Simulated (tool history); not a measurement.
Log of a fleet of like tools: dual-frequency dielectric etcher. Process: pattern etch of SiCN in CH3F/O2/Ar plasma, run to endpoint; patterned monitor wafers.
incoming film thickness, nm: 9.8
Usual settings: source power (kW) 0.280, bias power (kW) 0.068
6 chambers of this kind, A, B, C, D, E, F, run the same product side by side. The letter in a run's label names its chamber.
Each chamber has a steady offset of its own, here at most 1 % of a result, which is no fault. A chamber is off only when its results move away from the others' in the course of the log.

| run | hour | source power (kW) | bias power (kW) | hours since the last wet clean | hours since the last source power generator calibration | hours since the last bias power generator calibration | endpoint time (s) |
|---|---|---|---|---|---|---|---|
| 1F | 10.2 | 0.280 | 0.068 | 160.6 | 2751.1 | 2155.2 | 30.624 |
| 2A | 21.3 | 0.280 | 0.068 | 378.9 | 185.2 | 2658.3 | 30.605 |
| 3E | 30.1 | 0.280 | 0.068 | 162.5 | 3430.4 | 2262.3 | 29.972 |
| 4D | 39.5 | 0.280 | 0.068 | 77.3 | 1128.6 | 1228.8 | 30.436 |
| 5B | 45.1 | 0.280 | 0.068 | 440.2 | 3569.3 | 59.3 | 30.615 |
| 6C | 55.5 | 0.280 | 0.068 | 509.3 | 1399.7 | 2726.4 | 30.801 |
| 7E | 67.7 | 0.280 | 0.068 | 200.1 | 3468.0 | 2299.9 | 30.680 |
| 8F | 73.4 | 0.280 | 0.068 | 223.8 | 2814.3 | 2218.4 | 29.958 |
| 9A | 85.0 | 0.310 | 0.060 | 442.6 | 248.9 | 2722.0 | 30.768 |
| 10D | 96.4 | 0.310 | 0.060 | 134.2 | 1185.5 | 1285.7 | 30.453 |
|  | 101.2 | chamber C: wet clean of the chamber |
| 11B | 103.9 | 0.310 | 0.060 | 499.0 | 3628.1 | 118.1 | 30.922 |
| 12C | 113.5 | 0.310 | 0.060 | 12.4 | 1457.7 | 2784.4 | 30.874 |
| 13C | 121.3 | 0.310 | 0.060 | 20.2 | 1465.5 | 2792.2 | 31.065 |
| 14F | 130.8 | 0.310 | 0.060 | 281.2 | 2871.7 | 2275.8 | 30.412 |
|  | 133.1 | chamber A: wet clean of the chamber |
| 15A | 139.9 | 0.280 | 0.068 | 6.8 | 303.8 | 2776.9 | 30.909 |
|  | 146.4 | chamber B: wet clean of the chamber |
| 16D | 149.7 | 0.340 | 0.061 | 187.5 | 1238.8 | 1339.0 | 29.284 |
| 17B | 159.2 | 0.340 | 0.061 | 12.8 | 3683.4 | 173.4 | 27.930 |
| 18E | 169.0 | 0.340 | 0.061 | 301.4 | 3569.3 | 2401.2 | 29.331 |
| 19D | 176.2 | 0.340 | 0.061 | 214.0 | 1265.3 | 1365.5 | 29.403 |
| 20A | 185.3 | 0.340 | 0.061 | 52.2 | 349.2 | 2822.3 | 29.411 |
| 21E | 192.1 | 0.340 | 0.061 | 324.5 | 3592.4 | 2424.3 | 29.318 |
| 22F | 200.2 | 0.280 | 0.068 | 350.6 | 2941.1 | 2345.2 | 30.135 |
| 23B | 207.0 | 0.280 | 0.068 | 60.6 | 3731.2 | 221.2 | 29.225 |
| 24C | 219.4 | 0.280 | 0.068 | 118.3 | 1563.6 | 2890.3 | 30.830 |
|  | 221.2 | chamber F: wet clean of the chamber |
| 25E | 227.8 | 0.280 | 0.068 | 360.2 | 3628.1 | 2460.0 | 30.539 |
| 26B | 234.3 | 0.320 | 0.068 | 87.9 | 3758.5 | 248.5 | 27.583 |
| 27A | 246.6 | 0.320 | 0.068 | 113.5 | 410.5 | 2883.6 | 29.213 |
|  | 255.5 | chamber E: wet clean of the chamber |
| 28F | 257.2 | 0.320 | 0.068 | 36.0 | 2998.1 | 2402.2 | 28.817 |
| 29D | 267.6 | 0.320 | 0.068 | 305.4 | 1356.7 | 1456.9 | 29.339 |
| 30C | 275.2 | 0.320 | 0.068 | 174.1 | 1619.4 | 2946.1 | 29.054 |
| 31E | 286.3 | 0.320 | 0.068 | 30.9 | 3686.6 | 2518.5 | 29.094 |
| 32F | 293.4 | 0.280 | 0.068 | 72.2 | 3034.3 | 2438.4 | 30.396 |
| 33B | 303.2 | 0.280 | 0.068 | 156.8 | 3827.4 | 317.4 | 29.146 |
| 34D | 315.2 | 0.280 | 0.068 | 353.0 | 1404.3 | 1504.5 | 30.352 |
| 35C | 323.7 | 0.280 | 0.068 | 222.6 | 1667.9 | 2994.6 | 30.769 |
| 36A | 334.6 | 0.310 | 0.068 | 201.5 | 498.5 | 2971.6 | 29.090 |
| 37F | 344.0 | 0.310 | 0.068 | 122.8 | 3084.9 | 2489.0 | 28.972 |
| 38A | 354.2 | 0.310 | 0.068 | 221.1 | 518.1 | 2991.2 | 29.608 |
| 39C | 359.7 | 0.310 | 0.068 | 258.6 | 1703.9 | 3030.6 | 29.832 |

Next, every chamber runs the same settings. What will each give?
| 40A | 368.5 | 0.280 | 0.068 |  |  |  | ? |
| 40B | 368.5 | 0.280 | 0.068 |  |  |  | ? |
| 40C | 368.5 | 0.280 | 0.068 |  |  |  | ? |
| 40D | 368.5 | 0.280 | 0.068 |  |  |  | ? |
| 40E | 368.5 | 0.280 | 0.068 |  |  |  | ? |
| 40F | 368.5 | 0.280 | 0.068 |  |  |  | ? |

| run | endpoint time (s) |
|---|---|
| 40A | 30.602 |
| 40B | 29.113 |
| 40C | 30.634 |
| 40D | 30.370 |
| 40E | 30.206 |
| 40F | 30.503 |

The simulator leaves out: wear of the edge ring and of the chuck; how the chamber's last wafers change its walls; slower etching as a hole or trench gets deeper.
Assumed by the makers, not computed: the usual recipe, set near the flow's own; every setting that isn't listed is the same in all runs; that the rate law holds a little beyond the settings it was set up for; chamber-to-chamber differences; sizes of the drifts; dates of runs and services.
